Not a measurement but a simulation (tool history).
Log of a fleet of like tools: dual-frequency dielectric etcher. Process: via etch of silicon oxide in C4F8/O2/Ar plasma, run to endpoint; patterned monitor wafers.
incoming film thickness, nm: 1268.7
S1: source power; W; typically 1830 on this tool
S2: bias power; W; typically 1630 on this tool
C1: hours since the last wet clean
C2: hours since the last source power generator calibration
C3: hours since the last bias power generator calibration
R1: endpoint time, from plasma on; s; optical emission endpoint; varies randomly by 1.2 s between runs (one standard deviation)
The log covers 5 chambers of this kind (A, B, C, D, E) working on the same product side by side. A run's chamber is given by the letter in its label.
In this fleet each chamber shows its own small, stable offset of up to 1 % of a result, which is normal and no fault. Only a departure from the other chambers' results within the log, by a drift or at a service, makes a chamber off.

{"run": "1E", "hour": 6.1, "S1": 1830, "S2": 1630, "C1": 212.9, "C2": 1658.9, "C3": 2157, "R1": 279.09}
{"run": "2B", "hour": 14.7, "S1": 1830, "S2": 1630, "C1": 182.7, "C2": 463, "C3": 3202.8, "R1": 273.34}
{"run": "3C", "hour": 22.9, "S1": 1830, "S2": 1630, "C1": 322.5, "C2": 1993.1, "C3": 1611.2, "R1": 273.4}
{"run": "4D", "hour": 34.2, "S1": 1830, "S2": 1630, "C1": 555.6, "C2": 1054.6, "C3": 1831.7, "R1": 273.12}
{"run": "5A", "hour": 45.4, "S1": 1830, "S2": 1630, "C1": 194.3, "C2": 1150.9, "C3": 4930.2, "R1": 271.93}
{"run": "6D", "hour": 51.6, "S1": 1830, "S2": 1630, "C1": 573, "C2": 1072, "C3": 1849.1, "R1": 271.82}
{"hour": 58.5, "done": "chamber D: wet clean of the chamber"}
{"run": "7C", "hour": 62.5, "S1": 1830, "S2": 1630, "C1": 362.1, "C2": 2032.7, "C3": 1650.8, "R1": 273.84}
{"run": "8E", "hour": 69.0, "S1": 1410, "S2": 1241, "C1": 275.8, "C2": 1721.8, "C3": 2219.9, "R1": 330.36}
{"hour": 78.4, "done": "chamber C: bias power generator calibrated"}
{"run": "9B", "hour": 80.0, "S1": 1410, "S2": 1241, "C1": 248, "C2": 528.3, "C3": 3268.1, "R1": 328.05}
{"run": "10A", "hour": 86.1, "S1": 1410, "S2": 1241, "C1": 235, "C2": 1191.6, "C3": 4970.9, "R1": 325.94}
{"run": "11E", "hour": 97.2, "S1": 1410, "S2": 1241, "C1": 304, "C2": 1750, "C3": 2248.1, "R1": 331.57}
{"run": "12A", "hour": 106.4, "S1": 1410, "S2": 1241, "C1": 255.3, "C2": 1211.9, "C3": 4991.2, "R1": 326.27}
{"run": "13D", "hour": 116.7, "S1": 2120, "S2": 1972, "C1": 58.2, "C2": 1137.1, "C3": 1914.2, "R1": 245.51}
{"hour": 122.5, "done": "chamber C: wet clean of the chamber"}
{"run": "14C", "hour": 122.9, "S1": 2120, "S2": 1972, "C1": 0.5, "C2": 2093.1, "C3": 44.5, "R1": 245.19}
{"run": "15B", "hour": 133.7, "S1": 2120, "S2": 1972, "C1": 301.7, "C2": 582, "C3": 3321.8, "R1": 245.07}
{"run": "16E", "hour": 143.2, "S1": 2120, "S2": 1972, "C1": 350, "C2": 1796, "C3": 2294.1, "R1": 250.63}
{"run": "17D", "hour": 151.7, "S1": 2120, "S2": 1972, "C1": 93.2, "C2": 1172.1, "C3": 1949.2, "R1": 244.86}
{"run": "18B", "hour": 162.5, "S1": 1830, "S2": 1630, "C1": 330.5, "C2": 610.8, "C3": 3350.6, "R1": 274.91}
{"hour": 166.7, "done": "chamber D: bias power generator calibrated"}
{"run": "19C", "hour": 169.2, "S1": 2060, "S2": 1630, "C1": 46.8, "C2": 2139.4, "C3": 90.8, "R1": 261.15}
{"run": "20A", "hour": 180.0, "S1": 2060, "S2": 1630, "C1": 328.9, "C2": 1285.5, "C3": 5064.8, "R1": 258.51}
{"hour": 184.3, "done": "chamber B: wet clean of the chamber"}
{"run": "21E", "hour": 185.3, "S1": 2060, "S2": 1630, "C1": 392.1, "C2": 1838.1, "C3": 2336.2, "R1": 267.67}
{"run": "22D", "hour": 196.8, "S1": 2060, "S2": 1630, "C1": 138.3, "C2": 1217.2, "C3": 30.1, "R1": 258.78}
{"run": "23A", "hour": 202.0, "S1": 2060, "S2": 1630, "C1": 350.9, "C2": 1307.5, "C3": 5086.8, "R1": 260.54}
{"run": "24C", "hour": 210.3, "S1": 1830, "S2": 1630, "C1": 87.9, "C2": 2180.5, "C3": 131.9, "R1": 274.18}
{"run": "25B", "hour": 217.8, "S1": 1830, "S2": 1265, "C1": 33.6, "C2": 666.1, "C3": 3405.9, "R1": 294.56}
{"run": "26D", "hour": 225.6, "S1": 1830, "S2": 1265, "C1": 167.1, "C2": 1246, "C3": 58.9, "R1": 290.28}
{"run": "27C", "hour": 230.9, "S1": 1830, "S2": 1265, "C1": 108.5, "C2": 2201.1, "C3": 152.5, "R1": 293.66}
{"run": "28E", "hour": 237.6, "S1": 1830, "S2": 1265, "C1": 444.4, "C2": 1890.4, "C3": 2388.5, "R1": 303.53}
{"run": "29A", "hour": 246.3, "S1": 1830, "S2": 1265, "C1": 395.2, "C2": 1351.8, "C3": 5131.1, "R1": 291.43}
{"run": "30B", "hour": 252.1, "S1": 2050, "S2": 1859, "C1": 67.9, "C2": 700.4, "C3": 3440.2, "R1": 255.49}
{"hour": 259.9, "done": "chamber B: bias power generator calibrated"}
{"run": "31C", "hour": 261.9, "S1": 2050, "S2": 1859, "C1": 139.5, "C2": 2232.1, "C3": 183.5, "R1": 251.56}
{"run": "32E", "hour": 269.3, "S1": 2050, "S2": 1859, "C1": 476.1, "C2": 1922.1, "C3": 2420.2, "R1": 261.83}
{"run": "33B", "hour": 277.0, "S1": 2050, "S2": 1859, "C1": 92.8, "C2": 725.3, "C3": 17.2, "R1": 252.92}
{"run": "34D", "hour": 286.9, "S1": 2050, "S2": 1859, "C1": 228.4, "C2": 1307.3, "C3": 120.2, "R1": 250.21}
{"run": "35A", "hour": 296.3, "S1": 1830, "S2": 1630, "C1": 445.2, "C2": 1401.8, "C3": 5181.1, "R1": 271.6}

The same settings go to every chamber for the next run, one line per chamber below. Forecast the results for each:
{"run": "36A", "hour": 304.8, "S1": 1830, "S2": 1630, "R1": "?"}
{"run": "36B", "hour": 304.8, "S1": 1830, "S2": 1630, "R1": "?"}
{"run": "36C", "hour": 304.8, "S1": 1830, "S2": 1630, "R1": "?"}
{"run": "36D", "hour": 304.8, "S1": 1830, "S2": 1630, "R1": "?"}
{"run": "36E", "hour": 304.8, "S1": 1830, "S2": 1630, "R1": "?"}

run=36A R1=271.18
run=36B R1=274.2
run=36C R1=273.22
run=36D R1=274.52
run=36E R1=289.83
